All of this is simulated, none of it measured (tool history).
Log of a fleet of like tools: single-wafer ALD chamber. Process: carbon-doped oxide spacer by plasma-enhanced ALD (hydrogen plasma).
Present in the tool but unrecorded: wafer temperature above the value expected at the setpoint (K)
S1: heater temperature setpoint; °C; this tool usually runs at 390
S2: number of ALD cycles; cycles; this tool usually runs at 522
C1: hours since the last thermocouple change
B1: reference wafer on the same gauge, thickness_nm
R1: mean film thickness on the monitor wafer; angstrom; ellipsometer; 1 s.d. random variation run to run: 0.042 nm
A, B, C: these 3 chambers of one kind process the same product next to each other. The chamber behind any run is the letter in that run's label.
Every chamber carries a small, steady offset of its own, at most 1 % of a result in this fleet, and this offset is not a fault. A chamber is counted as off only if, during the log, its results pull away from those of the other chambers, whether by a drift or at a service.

{"run": "1A", "hour": 4.4, "S1": 390, "S2": 522, "C1": 391.8, "B1": 23.1, "R1": 260.7}
{"run": "2B", "hour": 8.5, "S1": 390, "S2": 522, "C1": 360.1, "B1": 23.107, "R1": 260}
{"run": "3C", "hour": 14.5, "S1": 390, "S2": 522, "C1": 1024.2, "B1": 23.108, "R1": 259.46}
{"run": "4C", "hour": 18.8, "S1": 390, "S2": 522, "C1": 1028.5, "B1": 23.116, "R1": 259.57}
{"run": "5B", "hour": 24.9, "S1": 390, "S2": 522, "C1": 376.5, "B1": 23.117, "R1": 260.37}
{"run": "6A", "hour": 29.5, "S1": 380, "S2": 592, "C1": 416.9, "B1": 23.126, "R1": 295.1}
{"run": "7A", "hour": 33.3, "S1": 380, "S2": 592, "C1": 420.7, "B1": 23.131, "R1": 294.57}
{"run": "8C", "hour": 36.6, "S1": 380, "S2": 592, "C1": 1046.3, "B1": 23.133, "R1": 293.9}
{"run": "9B", "hour": 42.6, "S1": 390, "S2": 522, "C1": 394.2, "B1": 23.139, "R1": 259.79}
{"run": "10C", "hour": 47.4, "S1": 390, "S2": 522, "C1": 1057.1, "B1": 23.147, "R1": 259.8}
{"run": "11A", "hour": 53.6, "S1": 390, "S2": 522, "C1": 441, "B1": 23.141, "R1": 260.09}
{"run": "12B", "hour": 56.6, "S1": 390, "S2": 522, "C1": 408.2, "B1": 23.146, "R1": 259.78}
{"run": "13A", "hour": 61.3, "S1": 390, "S2": 522, "C1": 448.7, "B1": 23.145, "R1": 261.16}
{"run": "14C", "hour": 65.1, "S1": 390, "S2": 522, "C1": 1074.8, "B1": 23.155, "R1": 260.02}
{"run": "15B", "hour": 71.1, "S1": 390, "S2": 522, "C1": 422.7, "B1": 23.159, "R1": 260.71}
{"run": "16C", "hour": 74.4, "S1": 390, "S2": 522, "C1": 1084.1, "B1": 23.158, "R1": 259.53}
{"run": "17A", "hour": 77.5, "S1": 390, "S2": 522, "C1": 464.9, "B1": 23.158, "R1": 260.59}
{"run": "18B", "hour": 82.7, "S1": 390, "S2": 522, "C1": 434.3, "B1": 23.161, "R1": 261.04}
{"run": "19B", "hour": 88.5, "S1": 390, "S2": 451, "C1": 440.1, "B1": 23.175, "R1": 224.93}
{"run": "20C", "hour": 94.5, "S1": 390, "S2": 451, "C1": 1104.2, "B1": 23.185, "R1": 225.03}
{"run": "21A", "hour": 98.9, "S1": 390, "S2": 451, "C1": 486.3, "B1": 23.183, "R1": 225.01}
{"run": "22A", "hour": 102.0, "S1": 390, "S2": 522, "C1": 489.4, "B1": 23.185, "R1": 261.29}
{"run": "23B", "hour": 108.1, "S1": 396, "S2": 522, "C1": 459.7, "B1": 23.192, "R1": 261.38}
{"run": "24C", "hour": 111.8, "S1": 396, "S2": 522, "C1": 1121.5, "B1": 23.188, "R1": 261.01}
{"run": "25B", "hour": 115.9, "S1": 396, "S2": 522, "C1": 467.5, "B1": 23.197, "R1": 261.32}
{"run": "26A", "hour": 120.2, "S1": 390, "S2": 522, "C1": 507.6, "B1": 23.208, "R1": 260.64}
{"run": "27C", "hour": 125.8, "S1": 390, "S2": 522, "C1": 1135.5, "B1": 23.206, "R1": 260.39}
{"run": "28B", "hour": 132.2, "S1": 390, "S2": 522, "C1": 483.8, "B1": 23.214, "R1": 260.9}
{"run": "29A", "hour": 135.6, "S1": 390, "S2": 522, "C1": 523, "B1": 23.213, "R1": 260.77}
{"run": "30C", "hour": 138.9, "S1": 390, "S2": 522, "C1": 1148.6, "B1": 23.217, "R1": 261.05}
{"run": "31A", "hour": 142.6, "S1": 390, "S2": 522, "C1": 530, "B1": 23.225, "R1": 261.33}
{"run": "32B", "hour": 146.3, "S1": 380, "S2": 451, "C1": 497.9, "B1": 23.224, "R1": 225.92}
{"run": "33C", "hour": 152.5, "S1": 380, "S2": 451, "C1": 1162.2, "B1": 23.225, "R1": 225.07}
{"run": "34A", "hour": 157.5, "S1": 380, "S2": 451, "C1": 544.9, "B1": 23.232, "R1": 225.84}
{"run": "35B", "hour": 162.2, "S1": 390, "S2": 522, "C1": 513.8, "B1": 23.244, "R1": 261.3}
{"run": "36C", "hour": 167.3, "S1": 390, "S2": 522, "C1": 1177, "B1": 23.249, "R1": 260.81}
{"run": "37C", "hour": 172.6, "S1": 390, "S2": 522, "C1": 1182.3, "B1": 23.256, "R1": 260.12}

The same settings go to every chamber for the next run, one line per chamber below. Forecast the results for each:
{"run": "38A", "hour": 177.2, "S1": 398, "S2": 522, "R1": "?"}
{"run": "38B", "hour": 177.2, "S1": 398, "S2": 522, "R1": "?"}
{"run": "38C", "hour": 177.2, "S1": 398, "S2": 522, "R1": "?"}

run=38A R1=260.86
run=38B R1=261.41
run=38C R1=260.61
